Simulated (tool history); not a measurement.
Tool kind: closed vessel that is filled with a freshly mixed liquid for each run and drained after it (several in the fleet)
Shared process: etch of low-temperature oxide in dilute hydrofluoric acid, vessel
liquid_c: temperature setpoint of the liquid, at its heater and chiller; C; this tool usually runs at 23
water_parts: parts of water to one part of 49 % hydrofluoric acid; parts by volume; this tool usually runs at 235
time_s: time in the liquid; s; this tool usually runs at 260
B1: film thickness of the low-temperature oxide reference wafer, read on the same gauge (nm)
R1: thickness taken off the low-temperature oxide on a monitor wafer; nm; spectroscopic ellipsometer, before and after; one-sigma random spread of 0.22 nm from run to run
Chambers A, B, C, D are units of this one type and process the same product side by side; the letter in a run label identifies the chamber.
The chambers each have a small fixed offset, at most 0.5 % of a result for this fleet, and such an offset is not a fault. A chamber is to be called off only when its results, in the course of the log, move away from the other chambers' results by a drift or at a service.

Run 1B, hour 7.6: usual settings; B1 140.01. Result: R1 25.407 nm.
Run 2A, hour 15.7: usual settings; B1 140. Result: R1 25.409 nm.
Run 3D, hour 23.5: usual settings; B1 140. Result: R1 25.951 nm.
Run 4C, hour 31.6: usual settings; B1 139.99. Result: R1 25.767 nm.
Run 5D, hour 37.9: usual settings; B1 139.98. Result: R1 25.61 nm.
Run 6A, hour 45.4: usual settings; B1 140.02. Result: R1 25.642 nm.
Run 7C, hour 51.5: usual settings; B1 139.99. Result: R1 25.605 nm.
Run 8B, hour 59: usual settings; B1 140. Result: R1 25.783 nm.
Run 9D, hour 65.8: usual settings; B1 140.02. Result: R1 25.601 nm.
Run 10A, hour 72.1: usual settings; B1 139.98. Result: R1 25.844 nm.
Run 11B, hour 80.5: usual settings; B1 140. Result: R1 25.813 nm.
Run 12C, hour 86.4: usual settings; B1 140.02. Result: R1 25.656 nm.
Run 13A, hour 91.9: usual settings; B1 140.03. Result: R1 25.65 nm.
Run 14D, hour 96.6: usual settings; B1 139.98. Result: R1 25.228 nm.
Run 15B, hour 102.1: usual settings; B1 140. Result: R1 25.894 nm.
Run 16C, hour 109.2: usual settings; B1 140.01. Result: R1 25.646 nm.
At hour 115.9: chamber A: hydrofluoric acid flow meter replaced.
Run 17A, hour 116.7: usual settings; B1 140. Result: R1 25.934 nm.
Run 18C, hour 123.7: usual settings; B1 139.99. Result: R1 25.637 nm.
Run 19D, hour 129.3: usual settings; B1 140. Result: R1 24.296 nm.
Run 20B, hour 137: usual settings; B1 140.01. Result: R1 25.907 nm.
Run 21D, hour 143.4: usual settings; B1 140. Result: R1 24.41 nm.
Run 22A, hour 151.1: usual settings; B1 139.99. Result: R1 25.816 nm.
Run 23C, hour 156: usual settings; B1 140. Result: R1 25.572 nm.
Run 24B, hour 161: usual settings; B1 139.99. Result: R1 25.973 nm.
Run 25D, hour 165.7: usual settings; B1 139.98. Result: R1 23.798 nm.
Run 26A, hour 173.3: usual settings; B1 139.99. Result: R1 25.983 nm.
Run 27C, hour 179.8: usual settings; B1 140.01. Result: R1 25.9 nm.

Which is it: a chamber that has drifted or been left off by a service, a gauge drift common to all chambers, or only each chamber's usual small offset? If a chamber is off, name it and its likeliest cause.

It is chamber D that slowly wanders off from its peers.
Cause: hydrofluoric acid flow below the setpoint (%) = 7.45.
The log might look much the same if the cause were instead: liquid colder than its thermometer reads (K).

Chamber D could run next with any of the 4 candidate recipes listed below; each alters the usual settings, and their results appear as question marks. Which one brings its results back in line with what the other chambers deliver on the usual settings?
In line means no further than this from the other chambers' mean on the usual settings: R1 0.78 nm
Run 28D-1, hour 186: usual settings but water_parts 215 parts by volume, time_s 285 s. Result: R1 ?.
Run 28D-2, hour 186: usual settings but liquid_c 20.5 C. Result: R1 ?.
Run 28D-3, hour 186: usual settings but liquid_c 22.5 C, water_parts 275 parts by volume. Result: R1 ?.
Run 28D-4, hour 186: usual settings but water_parts 225 parts by volume, time_s 270 s. Result: R1 ?.

On the usual settings, the other chambers give on average: R1 25.725 nm
  run      R1
28D-1  28.527
28D-2  21.234
28D-3  18.737
28D-4  25.539
The answer is 28D-4, which returns the chamber to within the allowed miss of the others.

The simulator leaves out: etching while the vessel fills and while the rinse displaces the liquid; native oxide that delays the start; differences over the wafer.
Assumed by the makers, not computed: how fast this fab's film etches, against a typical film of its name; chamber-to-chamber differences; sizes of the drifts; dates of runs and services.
